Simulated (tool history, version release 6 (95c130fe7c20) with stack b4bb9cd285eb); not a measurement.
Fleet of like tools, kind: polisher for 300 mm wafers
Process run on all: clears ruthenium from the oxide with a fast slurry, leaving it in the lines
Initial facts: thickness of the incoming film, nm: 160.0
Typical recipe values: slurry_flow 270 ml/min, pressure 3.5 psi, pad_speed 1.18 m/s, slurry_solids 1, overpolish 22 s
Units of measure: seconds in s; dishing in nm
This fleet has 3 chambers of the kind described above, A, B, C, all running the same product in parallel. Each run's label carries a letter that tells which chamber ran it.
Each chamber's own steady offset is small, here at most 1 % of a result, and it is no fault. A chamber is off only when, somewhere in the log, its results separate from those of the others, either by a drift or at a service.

| run | hour | slurry_flow | pressure | pad_speed | slurry_solids | overpolish | wafers polished on this pad | hours since the slurry nozzle was cleaned | hours since the head pressure was calibrated | hours since the slurry blender was calibrated | seconds | dishing |
|---|---|---|---|---|---|---|---|---|---|---|---|---|
| 1C | 10.4 | 270 | 3.5 | 1.18 | 1 | 22 | 596 | 442.6 | 140.3 | 335.8 | 29.683 | 61.318 |
|  | 15 | chamber B: worn pad replaced by a new one |
|  | 17.5 | chamber B: slurry blender recalibrated |
| 2B | 23.6 | 270 | 3.5 | 1.18 | 1 | 22 | 75 | 941.4 | 422.1 | 6.1 | 29.21 | 60.054 |
| 3A | 34.2 | 270 | 3.5 | 1.18 | 1 | 22 | 469 | 134.4 | 310.8 | 213.2 | 29.075 | 59.944 |
|  | 39.2 | chamber C: slurry blender recalibrated |
| 4C | 44.5 | 270 | 3.5 | 1.18 | 1 | 22 | 895 | 476.7 | 174.4 | 5.3 | 28.544 | 59.974 |
|  | 56.6 | chamber C: worn pad replaced by a new one |
| 5A | 59.6 | 270 | 3.5 | 1.18 | 1 | 22 | 691 | 159.8 | 336.2 | 238.6 | 28.773 | 60.517 |
|  | 63 | chamber B: slurry nozzle cleaned |
| 6B | 69.4 | 270 | 3.5 | 1.18 | 1 | 22 | 477 | 6.4 | 467.9 | 51.9 | 28.617 | 60.582 |
| 7A | 80.1 | 270 | 3.5 | 1.18 | 1 | 22 | 871 | 180.3 | 356.7 | 259.1 | 29.029 | 59.718 |
|  | 81.7 | chamber A: worn pad replaced by a new one |
|  | 81.8 | chamber B: worn pad replaced by a new one |
| 8B | 93.9 | 270 | 3.5 | 1.18 | 1 | 22 | 106 | 30.9 | 492.4 | 76.4 | 27.962 | 60.035 |
| 9C | 101.9 | 270 | 3.5 | 1.18 | 1 | 22 | 397 | 534.1 | 231.8 | 62.7 | 28.232 | 61.284 |
|  | 110.3 | chamber C: slurry nozzle cleaned |
| 10B | 118.4 | 270 | 3.5 | 1.18 | 1 | 22 | 320 | 55.4 | 516.9 | 100.9 | 29.562 | 59.74 |
| 11C | 129.1 | 270 | 3.5 | 1.18 | 1 | 22 | 635 | 18.8 | 259 | 89.9 | 30.041 | 59.999 |
|  | 139.3 | chamber B: worn pad replaced by a new one |
| 12A | 140.7 | 270 | 3.5 | 1.18 | 1 | 22 | 517 | 240.9 | 417.3 | 319.7 | 29.885 | 61.337 |
|  | 152.8 | chamber B: head pressure recalibrated |
| 13C | 152.9 | 270 | 3.5 | 1.18 | 1 | 22 | 844 | 42.6 | 282.8 | 113.7 | 28.977 | 60.097 |
|  | 154.7 | chamber C: worn pad replaced by a new one |
| 14B | 165.2 | 270 | 3.5 | 1.18 | 1 | 22 | 227 | 102.2 | 12.4 | 147.7 | 28.816 | 59.789 |
| 15A | 178.2 | 270 | 3.5 | 1.18 | 1 | 22 | 846 | 278.4 | 454.8 | 357.2 | 29.263 | 59.854 |
|  | 182.6 | chamber A: slurry nozzle cleaned |
|  | 188.4 | chamber A: worn pad replaced by a new one |
| 16C | 191.5 | 270 | 3.5 | 1.18 | 1 | 22 | 323 | 81.2 | 321.4 | 152.3 | 29.09 | 60.195 |
| 17B | 198.7 | 270 | 3.5 | 1.18 | 1 | 22 | 521 | 135.7 | 45.9 | 181.2 | 29.07 | 59.593 |
|  | 200.7 | chamber B: worn pad replaced by a new one |
| 18A | 209.4 | 270 | 3.5 | 1.18 | 1 | 22 | 184 | 26.8 | 486 | 388.4 | 28.755 | 61.308 |
| 19A | 218.1 | 270 | 3.5 | 1.18 | 1 | 22 | 261 | 35.5 | 494.7 | 397.1 | 27.804 | 61.001 |
| 20B | 230.7 | 270 | 3.5 | 0.9 | 1 | 22 | 263 | 167.7 | 77.9 | 213.2 | 37.591 | 53.316 |
|  | 243.4 | chamber C: head pressure recalibrated |
| 21C | 246.9 | 270 | 3.5 | 0.9 | 1 | 22 | 809 | 136.6 | 3.6 | 207.7 | 38.383 | 51.405 |
|  | 247.4 | chamber C: worn pad replaced by a new one |
|  | 255.3 | chamber B: worn pad replaced by a new one |
| 22A | 256.3 | 270 | 3.5 | 0.9 | 1 | 22 | 595 | 73.7 | 532.9 | 435.3 | 38.218 | 53.442 |
| 23B | 268.4 | 270 | 3.5 | 1.18 | 1 | 22 | 115 | 205.4 | 115.6 | 250.9 | 29.157 | 60.293 |
|  | 282.9 | chamber A: worn pad replaced by a new one |
| 24C | 284 | 270 | 3.5 | 1.18 | 1 | 22 | 321 | 173.7 | 40.7 | 244.8 | 29.641 | 60.873 |
| 25B | 292.6 | 325 | 4.4 | 1.18 | 1 | 22 | 327 | 229.6 | 139.8 | 275.1 | 22.371 | 67.134 |
|  | 297.3 | chamber A: slurry blender recalibrated |
| 26A | 300.8 | 325 | 4.4 | 1.18 | 1 | 22 | 157 | 118.2 | 577.4 | 3.5 | 23.137 | 67.576 |

Next, all 3 chambers run the settings below, one line each with question marks for the results. What does each chamber give?
| 27A | 312.7 | 270 | 3.5 | 1.18 | 1 | 22 |  |  |  |  | ? | ? |
| 27B | 312.7 | 270 | 3.5 | 1.18 | 1 | 22 |  |  |  |  | ? | ? |
| 27C | 312.7 | 270 | 3.5 | 1.18 | 1 | 22 |  |  |  |  | ? | ? |

| run | seconds | dishing |
|---|---|---|
| 27A | 29.298 | 61.12 |
| 27B | 28.86 | 60.005 |
| 27C | 29.525 | 60.941 |

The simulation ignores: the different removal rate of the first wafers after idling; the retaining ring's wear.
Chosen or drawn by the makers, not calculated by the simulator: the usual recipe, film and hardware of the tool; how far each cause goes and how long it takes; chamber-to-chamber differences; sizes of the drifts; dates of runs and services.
